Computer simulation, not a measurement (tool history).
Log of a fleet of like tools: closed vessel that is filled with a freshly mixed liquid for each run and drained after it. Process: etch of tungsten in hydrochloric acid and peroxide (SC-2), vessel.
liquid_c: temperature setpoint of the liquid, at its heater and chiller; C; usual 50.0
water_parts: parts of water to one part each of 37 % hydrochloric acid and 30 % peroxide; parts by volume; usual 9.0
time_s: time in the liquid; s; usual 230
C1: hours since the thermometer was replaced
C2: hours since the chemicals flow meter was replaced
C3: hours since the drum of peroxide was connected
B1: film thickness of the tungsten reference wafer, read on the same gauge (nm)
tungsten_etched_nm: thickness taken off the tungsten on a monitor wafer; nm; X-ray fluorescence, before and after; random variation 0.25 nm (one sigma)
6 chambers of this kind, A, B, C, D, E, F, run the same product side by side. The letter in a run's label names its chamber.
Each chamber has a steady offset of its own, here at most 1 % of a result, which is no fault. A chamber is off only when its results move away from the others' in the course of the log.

{"run": "1E", "day": 0.092, "liquid_c": 50.0, "water_parts": 9.0, "time_s": 230, "C1": 1590.5, "C2": 789.6, "C3": 435.5, "B1": 120.05, "tungsten_etched_nm": 48.345}
{"run": "2B", "day": 0.192, "liquid_c": 50.0, "water_parts": 9.0, "time_s": 230, "C1": 737.8, "C2": 8.7, "C3": 522.5, "B1": 119.98, "tungsten_etched_nm": 49.176}
{"run": "3F", "day": 0.312, "liquid_c": 50.0, "water_parts": 9.0, "time_s": 230, "C1": 1404.4, "C2": 877.3, "C3": 351.4, "B1": 120.06, "tungsten_etched_nm": 48.521}
{"run": "4A", "day": 0.429, "liquid_c": 50.0, "water_parts": 9.0, "time_s": 230, "C1": 388.0, "C2": 648.1, "C3": 102.2, "B1": 120.01, "tungsten_etched_nm": 48.345}
{"run": "5C", "day": 0.608, "liquid_c": 50.0, "water_parts": 12.5, "time_s": 230, "C1": 649.5, "C2": 404.9, "C3": 292.7, "B1": 119.95, "tungsten_etched_nm": 36.717}
{"run": "6D", "day": 0.762, "liquid_c": 50.0, "water_parts": 12.5, "time_s": 230, "C1": 544.8, "C2": 495.6, "C3": 677.7, "B1": 120.0, "tungsten_etched_nm": 36.766}
{"run": "7A", "day": 0.946, "liquid_c": 50.0, "water_parts": 12.5, "time_s": 230, "C1": 400.4, "C2": 660.5, "C3": 114.6, "B1": 120.05, "tungsten_etched_nm": 36.481}
{"run": "8E", "day": 1.112, "liquid_c": 50.0, "water_parts": 12.5, "time_s": 230, "C1": 1615.0, "C2": 814.1, "C3": 460.0, "B1": 120.02, "tungsten_etched_nm": 37.203}
{"run": "9D", "day": 1.242, "liquid_c": 50.0, "water_parts": 12.5, "time_s": 230, "C1": 556.3, "C2": 507.1, "C3": 689.2, "B1": 119.99, "tungsten_etched_nm": 36.878}
{"run": "10F", "day": 1.388, "liquid_c": 50.0, "water_parts": 12.5, "time_s": 230, "C1": 1430.2, "C2": 903.1, "C3": 377.2, "B1": 119.99, "tungsten_etched_nm": 37.124}
{"run": "11C", "day": 1.546, "liquid_c": 50.0, "water_parts": 9.0, "time_s": 230, "C1": 672.0, "C2": 427.4, "C3": 315.2, "B1": 120.03, "tungsten_etched_nm": 47.855}
{"run": "12B", "day": 1.721, "liquid_c": 50.0, "water_parts": 9.0, "time_s": 230, "C1": 774.5, "C2": 45.4, "C3": 559.2, "B1": 119.99, "tungsten_etched_nm": 49.074}
{"run": "13A", "day": 1.838, "liquid_c": 45.5, "water_parts": 9.0, "time_s": 110, "C1": 421.8, "C2": 681.9, "C3": 136.0, "B1": 119.96, "tungsten_etched_nm": 17.072}
{"run": "14B", "day": 1.929, "liquid_c": 45.5, "water_parts": 9.0, "time_s": 110, "C1": 779.5, "C2": 50.4, "C3": 564.2, "B1": 119.98, "tungsten_etched_nm": 17.271}
{"run": "15E", "day": 2.108, "liquid_c": 45.5, "water_parts": 9.0, "time_s": 110, "C1": 1638.9, "C2": 838.0, "C3": 483.9, "B1": 119.97, "tungsten_etched_nm": 17.106}
{"run": "16D", "day": 2.196, "liquid_c": 45.5, "water_parts": 9.0, "time_s": 110, "C1": 579.2, "C2": 530.0, "C3": 712.1, "B1": 119.97, "tungsten_etched_nm": 17.013}
{"run": "17F", "day": 2.362, "liquid_c": 45.5, "water_parts": 9.0, "time_s": 110, "C1": 1453.6, "C2": 926.5, "C3": 400.6, "B1": 120.03, "tungsten_etched_nm": 17.368}
{"run": "18C", "day": 2.517, "liquid_c": 45.5, "water_parts": 9.0, "time_s": 110, "C1": 695.3, "C2": 450.7, "C3": 338.5, "B1": 120.03, "tungsten_etched_nm": 17.045}
{"run": "19A", "day": 2.646, "liquid_c": 50.0, "water_parts": 9.0, "time_s": 230, "C1": 441.2, "C2": 701.3, "C3": 155.4, "B1": 120.01, "tungsten_etched_nm": 48.549}
{"run": "20E", "day": 2.738, "liquid_c": 50.0, "water_parts": 9.0, "time_s": 230, "C1": 1654.0, "C2": 853.1, "C3": 499.0, "B1": 120.02, "tungsten_etched_nm": 48.456}
{"run": "21B", "day": 2.883, "liquid_c": 50.0, "water_parts": 9.0, "time_s": 230, "C1": 802.4, "C2": 73.3, "C3": 587.1, "B1": 120.0, "tungsten_etched_nm": 48.982}
{"run": "22C", "day": 2.975, "liquid_c": 50.0, "water_parts": 9.0, "time_s": 230, "C1": 706.3, "C2": 461.7, "C3": 349.5, "B1": 120.0, "tungsten_etched_nm": 47.994}
{"run": "23F", "day": 3.096, "liquid_c": 50.0, "water_parts": 9.0, "time_s": 230, "C1": 1471.2, "C2": 944.1, "C3": 418.2, "B1": 119.98, "tungsten_etched_nm": 48.518}
{"run": "24D", "day": 3.246, "liquid_c": 50.0, "water_parts": 9.0, "time_s": 230, "C1": 604.4, "C2": 555.2, "C3": 737.3, "B1": 119.97, "tungsten_etched_nm": 48.423}
{"run": "25E", "day": 3.392, "liquid_c": 50.0, "water_parts": 9.0, "time_s": 230, "C1": 1669.7, "C2": 868.8, "C3": 514.7, "B1": 120.0, "tungsten_etched_nm": 48.506}
{"run": "26A", "day": 3.567, "liquid_c": 50.0, "water_parts": 9.0, "time_s": 230, "C1": 463.3, "C2": 723.4, "C3": 177.5, "B1": 120.01, "tungsten_etched_nm": 48.184}
{"run": "27B", "day": 3.733, "liquid_c": 50.0, "water_parts": 9.0, "time_s": 230, "C1": 822.8, "C2": 93.7, "C3": 607.5, "B1": 119.95, "tungsten_etched_nm": 49.096}
{"run": "28D", "day": 3.842, "liquid_c": 50.0, "water_parts": 9.0, "time_s": 230, "C1": 618.7, "C2": 569.5, "C3": 751.6, "B1": 120.0, "tungsten_etched_nm": 48.229}
{"run": "29C", "day": 3.967, "liquid_c": 50.0, "water_parts": 9.0, "time_s": 120, "C1": 730.1, "C2": 485.5, "C3": 373.3, "B1": 120.02, "tungsten_etched_nm": 25.11}
{"run": "30F", "day": 4.075, "liquid_c": 50.0, "water_parts": 9.0, "time_s": 120, "C1": 1494.7, "C2": 967.6, "C3": 441.7, "B1": 119.97, "tungsten_etched_nm": 25.422}
{"run": "31A", "day": 4.154, "liquid_c": 50.0, "water_parts": 9.0, "time_s": 120, "C1": 477.4, "C2": 737.5, "C3": 191.6, "B1": 120.01, "tungsten_etched_nm": 24.898}
{"run": "32C", "day": 4.304, "liquid_c": 50.0, "water_parts": 9.0, "time_s": 120, "C1": 738.2, "C2": 493.6, "C3": 381.4, "B1": 119.93, "tungsten_etched_nm": 24.997}
{"run": "33B", "day": 4.471, "liquid_c": 50.0, "water_parts": 9.0, "time_s": 120, "C1": 840.5, "C2": 111.4, "C3": 625.2, "B1": 120.04, "tungsten_etched_nm": 25.429}
{"run": "34D", "day": 4.55, "liquid_c": 50.0, "water_parts": 9.0, "time_s": 120, "C1": 635.7, "C2": 586.5, "C3": 768.6, "B1": 119.98, "tungsten_etched_nm": 25.293}
{"day": 4.567, "done": "chamber F: chemicals flow meter replaced"}
{"run": "35F", "day": 4.65, "liquid_c": 50.0, "water_parts": 6.0, "time_s": 230, "C1": 1508.5, "C2": 2.1, "C3": 455.5, "B1": 119.99, "tungsten_etched_nm": 67.241}
{"run": "36E", "day": 4.829, "liquid_c": 50.0, "water_parts": 6.0, "time_s": 230, "C1": 1704.2, "C2": 903.3, "C3": 549.2, "B1": 120.02, "tungsten_etched_nm": 66.743}
{"run": "37C", "day": 4.925, "liquid_c": 50.0, "water_parts": 6.0, "time_s": 230, "C1": 753.1, "C2": 508.5, "C3": 396.3, "B1": 120.02, "tungsten_etched_nm": 66.602}
{"run": "38D", "day": 5.1, "liquid_c": 50.0, "water_parts": 6.0, "time_s": 230, "C1": 648.9, "C2": 599.7, "C3": 781.8, "B1": 120.04, "tungsten_etched_nm": 66.146}
{"run": "39B", "day": 5.196, "liquid_c": 50.0, "water_parts": 6.0, "time_s": 230, "C1": 857.9, "C2": 128.8, "C3": 642.6, "B1": 120.0, "tungsten_etched_nm": 66.816}
{"run": "40F", "day": 5.296, "liquid_c": 50.0, "water_parts": 6.0, "time_s": 230, "C1": 1524.0, "C2": 17.6, "C3": 471.0, "B1": 120.01, "tungsten_etched_nm": 67.074}
{"run": "41A", "day": 5.412, "liquid_c": 50.0, "water_parts": 9.0, "time_s": 230, "C1": 507.6, "C2": 767.7, "C3": 221.8, "B1": 120.0, "tungsten_etched_nm": 47.997}

Next, every chamber runs the same settings. What will each give?
{"run": "42A", "day": 5.546, "liquid_c": 50.0, "water_parts": 9.0, "time_s": 230, "tungsten_etched_nm": "?"}
{"run": "42B", "day": 5.546, "liquid_c": 50.0, "water_parts": 9.0, "time_s": 230, "tungsten_etched_nm": "?"}
{"run": "42C", "day": 5.546, "liquid_c": 50.0, "water_parts": 9.0, "time_s": 230, "tungsten_etched_nm": "?"}
{"run": "42D", "day": 5.546, "liquid_c": 50.0, "water_parts": 9.0, "time_s": 230, "tungsten_etched_nm": "?"}
{"run": "42E", "day": 5.546, "liquid_c": 50.0, "water_parts": 9.0, "time_s": 230, "tungsten_etched_nm": "?"}
{"run": "42F", "day": 5.546, "liquid_c": 50.0, "water_parts": 9.0, "time_s": 230, "tungsten_etched_nm": "?"}

run=42A tungsten_etched_nm=47.974
run=42B tungsten_etched_nm=49.395
run=42C tungsten_etched_nm=47.797
run=42D tungsten_etched_nm=48.319
run=42E tungsten_etched_nm=48.568
run=42F tungsten_etched_nm=48.685

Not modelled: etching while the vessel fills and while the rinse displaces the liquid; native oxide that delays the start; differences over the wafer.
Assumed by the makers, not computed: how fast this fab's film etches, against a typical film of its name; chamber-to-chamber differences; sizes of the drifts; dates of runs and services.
